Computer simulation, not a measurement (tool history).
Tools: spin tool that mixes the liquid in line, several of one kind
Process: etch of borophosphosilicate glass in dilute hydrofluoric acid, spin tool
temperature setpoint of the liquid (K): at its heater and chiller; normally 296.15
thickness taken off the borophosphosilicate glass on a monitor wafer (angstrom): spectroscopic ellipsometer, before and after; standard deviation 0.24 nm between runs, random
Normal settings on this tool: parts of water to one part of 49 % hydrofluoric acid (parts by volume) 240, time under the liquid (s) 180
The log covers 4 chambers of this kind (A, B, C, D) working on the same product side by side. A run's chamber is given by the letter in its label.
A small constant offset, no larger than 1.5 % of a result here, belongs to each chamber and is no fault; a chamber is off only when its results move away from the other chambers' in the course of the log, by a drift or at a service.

run     day  temperature setpoint of the liquid (K)  parts of water to one part of 49 % hydrofluoric acid (parts by volume)  time under the liquid (s)  read-back film thickness of the borophosphosilicate glass reference wafer, read on the same gauge (nm)  thickness taken off the borophosphosilicate glass on a monitor wafer (angstrom)
 1A   0.546                                  296.15                                                                     240                        180                                                                                                  50.017                                                                           264.85
 2C   0.846                                  296.15                                                                     240                        180                                                                                                  49.970                                                                           263.60
 3B   1.254                                  296.15                                                                     240                        180                                                                                                  49.991                                                                           263.74
 4D   1.629                                  296.15                                                                     240                        180                                                                                                  50.044                                                                           255.88
 5A   2.088                                  296.15                                                                     240                        180                                                                                                  50.003                                                                           265.65
 6D   2.396                                  296.15                                                                     240                        180                                                                                                  50.015                                                                           257.58
 7B   2.725                                  296.15                                                                     240                        180                                                                                                  49.989                                                                           259.55
 8C   3.238                                  296.15                                                                     240                        180                                                                                                  49.975                                                                           262.81
 9D   3.546                                  296.15                                                                     240                        180                                                                                                  49.979                                                                           260.22
10A   3.883                                  296.15                                                                     240                        180                                                                                                  50.006                                                                           266.23
11C   4.379                                  296.15                                                                     240                        180                                                                                                  50.005                                                                           264.33
12B   4.671                                  296.15                                                                     240                        180                                                                                                  49.998                                                                           261.32
13D   5.229                                  296.15                                                                     240                        180                                                                                                  50.004                                                                           260.15
14B   5.550                                  296.15                                                                     240                        180                                                                                                  49.978                                                                           262.12
15A   5.879                                  296.15                                                                     240                        180                                                                                                  50.031                                                                           261.77
16C   6.500                                  296.15                                                                     240                        180                                                                                                  49.976                                                                           263.60
17D   7.058                                  296.15                                                                     175                        230                                                                                                  49.998                                                                           481.26
18A   7.508                                  296.15                                                                     175                        230                                                                                                  50.014                                                                           477.77
19B   8.096                                  296.15                                                                     175                        230                                                                                                  50.017                                                                           495.28
      8.488  -- chamber B: thermometer replaced
20C   8.554                                  296.15                                                                     175                        230                                                                                                  50.016                                                                           496.25
21C   9.117                                  296.15                                                                     240                        180                                                                                                  49.976                                                                           265.25
      9.500  -- chamber B: hydrofluoric acid flow meter replaced
22D   9.650                                  296.15                                                                     240                        180                                                                                                  49.999                                                                           257.55
23B  10.162                                  296.15                                                                     240                        180                                                                                                  49.960                                                                           266.52
24A  10.742                                  296.15                                                                     240                        180                                                                                                  50.028                                                                           251.36
25D  11.267                                  296.15                                                                     240                        180                                                                                                  49.963                                                                           256.43
26B  11.729                                  296.15                                                                     240                        180                                                                                                  49.970                                                                           268.48
27A  12.138                                  296.15                                                                     240                        180                                                                                                  50.015                                                                           248.07
28C  12.579                                  296.15                                                                     240                        180                                                                                                  49.982                                                                           260.52
29C  13.192                                  296.15                                                                     240                        180                                                                                                  50.000                                                                           261.89
30B  13.562                                  296.15                                                                     240                        180                                                                                                  49.966                                                                           263.51
31A  13.946                                  298.15                                                                     240                        180                                                                                                  50.010                                                                           264.84
32D  14.217                                  298.15                                                                     240                        180                                                                                                  50.019                                                                           278.66
33C  14.721                                  298.15                                                                     240                        180                                                                                                  49.960                                                                           280.79
34D  15.204                                  298.15                                                                     240                        180                                                                                                  49.961                                                                           281.43
     15.783  -- chamber D: hydrofluoric acid flow meter replaced
35A  15.800                                  296.15                                                                     240                        180                                                                                                  50.015                                                                           242.09
36B  16.346                                  296.15                                                                     240                        180                                                                                                  49.994                                                                           262.64
37B  16.621                                  296.15                                                                     240                        180                                                                                                  50.023                                                                           263.36
38D  16.996                                  299.65                                                                     240                        230                                                                                                  50.003                                                                           380.88

For the next run the whole fleet of 4 chambers uses the same settings. Give each chamber's results:
39A  17.442                                  296.15                                                                     240                        100                                                                                                                                                                                        ?
39B  17.442                                  296.15                                                                     240                        100                                                                                                                                                                                        ?
39C  17.442                                  296.15                                                                     240                        100                                                                                                                                                                                        ?
39D  17.442                                  296.15                                                                     240                        100                                                                                                                                                                                        ?

run  thickness taken off the borophosphosilicate glass on a monitor wafer (angstrom)
39A                                                                           131.04
39B                                                                           148.06
39C                                                                           145.30
39D                                                                           145.16
